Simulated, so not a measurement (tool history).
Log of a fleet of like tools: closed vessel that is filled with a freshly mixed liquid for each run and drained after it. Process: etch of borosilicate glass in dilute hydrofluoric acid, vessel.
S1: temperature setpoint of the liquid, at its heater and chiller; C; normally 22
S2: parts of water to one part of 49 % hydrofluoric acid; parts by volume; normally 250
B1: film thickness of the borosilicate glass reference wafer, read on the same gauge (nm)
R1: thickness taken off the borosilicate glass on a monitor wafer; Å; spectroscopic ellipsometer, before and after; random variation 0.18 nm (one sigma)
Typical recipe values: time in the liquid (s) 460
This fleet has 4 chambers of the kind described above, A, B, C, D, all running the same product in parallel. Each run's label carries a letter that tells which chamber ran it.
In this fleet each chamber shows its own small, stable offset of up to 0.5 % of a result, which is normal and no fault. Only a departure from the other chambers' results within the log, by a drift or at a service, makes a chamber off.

Run 1B, hour 4.9: usual settings; B1 120.00. Result: R1 276.29 Å.
Run 2A, hour 9.8: usual settings; B1 120.03. Result: R1 270.88 Å.
Run 3C, hour 19.2: usual settings; B1 120.07. Result: R1 269.24 Å.
Run 4D, hour 28.3: usual settings; B1 120.00. Result: R1 270.16 Å.
Run 5A, hour 33.9: usual settings; B1 120.03. Result: R1 272.68 Å.
Run 6B, hour 40.6: usual settings; B1 119.99. Result: R1 272.48 Å.
Run 7C, hour 47.8: usual settings; B1 119.98. Result: R1 272.49 Å.
Run 8D, hour 55.1: usual settings; B1 119.99. Result: R1 272.97 Å.
Run 9D, hour 63.0: usual settings; B1 120.02. Result: R1 269.53 Å.
Run 10C, hour 72.3: usual settings; B1 120.01. Result: R1 270.15 Å.
Run 11B, hour 79.4: usual settings; B1 119.99. Result: R1 275.70 Å.
Run 12A, hour 88.5: usual settings; B1 120.01. Result: R1 268.98 Å.
Run 13A, hour 98.4: usual settings; B1 120.00. Result: R1 271.81 Å.
Run 14D, hour 106.3: usual settings but time in the liquid (s) 340; B1 119.97. Result: R1 200.31 Å.
Run 15B, hour 110.7: usual settings but time in the liquid (s) 340; B1 120.00. Result: R1 199.57 Å.
Run 16C, hour 116.7: usual settings but time in the liquid (s) 340; B1 119.99. Result: R1 198.59 Å.
Run 17B, hour 122.3: usual settings but time in the liquid (s) 340; B1 120.02. Result: R1 202.34 Å.
Run 18D, hour 132.2: usual settings; B1 120.02. Result: R1 270.50 Å.
Run 19C, hour 139.0: usual settings; B1 120.04. Result: R1 265.67 Å.
Run 20A, hour 148.9: usual settings but S2 205 parts by volume, time in the liquid (s) 230; B1 119.99. Result: R1 174.61 Å.
Run 21C, hour 153.9: usual settings but S2 205 parts by volume, time in the liquid (s) 230; B1 120.02. Result: R1 170.53 Å.
Run 22A, hour 162.5: usual settings but S2 205 parts by volume, time in the liquid (s) 230; B1 120.00. Result: R1 171.86 Å.
Run 23B, hour 169.0: usual settings but S2 205 parts by volume, time in the liquid (s) 230; B1 119.95. Result: R1 173.22 Å.
Run 24D, hour 177.7: usual settings; B1 119.99. Result: R1 273.15 Å.
At hour 180.0: chamber A: thermometer replaced.
Run 25D, hour 183.5: usual settings; B1 119.99. Result: R1 271.68 Å.
Run 26A, hour 189.8: usual settings; B1 119.95. Result: R1 271.08 Å.
Run 27C, hour 199.0: usual settings; B1 120.01. Result: R1 262.02 Å.
Run 28B, hour 206.6: usual settings; B1 119.98. Result: R1 272.52 Å.
Run 29C, hour 212.2: usual settings; B1 119.99. Result: R1 261.86 Å.
Run 30B, hour 220.1: usual settings; B1 120.04. Result: R1 270.36 Å.
Run 31D, hour 228.2: usual settings; B1 120.01. Result: R1 274.37 Å.
Run 32A, hour 232.8: usual settings; B1 119.99. Result: R1 273.71 Å.
At hour 235.4: chamber B: hydrofluoric acid flow meter replaced.
Run 33C, hour 240.3: usual settings but S1 20 C; B1 120.01. Result: R1 243.06 Å.
Run 34D, hour 249.7: usual settings but S1 20 C; B1 119.99. Result: R1 254.08 Å.
Run 35A, hour 255.5: usual settings but S1 20 C; B1 119.98. Result: R1 250.96 Å.
Run 36B, hour 263.5: usual settings but S1 20 C; B1 120.04. Result: R1 253.25 Å.
Run 37C, hour 269.2: usual settings; B1 119.93. Result: R1 255.63 Å.
Run 38B, hour 278.2: usual settings; B1 120.06. Result: R1 275.58 Å.
Run 39A, hour 287.7: usual settings; B1 119.98. Result: R1 270.31 Å.
Run 40D, hour 295.5: usual settings; B1 119.97. Result: R1 269.77 Å.
Run 41D, hour 302.0: usual settings; B1 120.02. Result: R1 269.79 Å.

The same settings go to every chamber for the next run, one line per chamber below. Forecast the results for each:
Run 42A, hour 309.2: usual settings but time in the liquid (s) 210. Result: R1 ?.
Run 42B, hour 309.2: usual settings but time in the liquid (s) 210. Result: R1 ?.
Run 42C, hour 309.2: usual settings but time in the liquid (s) 210. Result: R1 ?.
Run 42D, hour 309.2: usual settings but time in the liquid (s) 210. Result: R1 ?.

run      R1
42A  123.46
42B  125.63
42C  114.82
42D  123.15
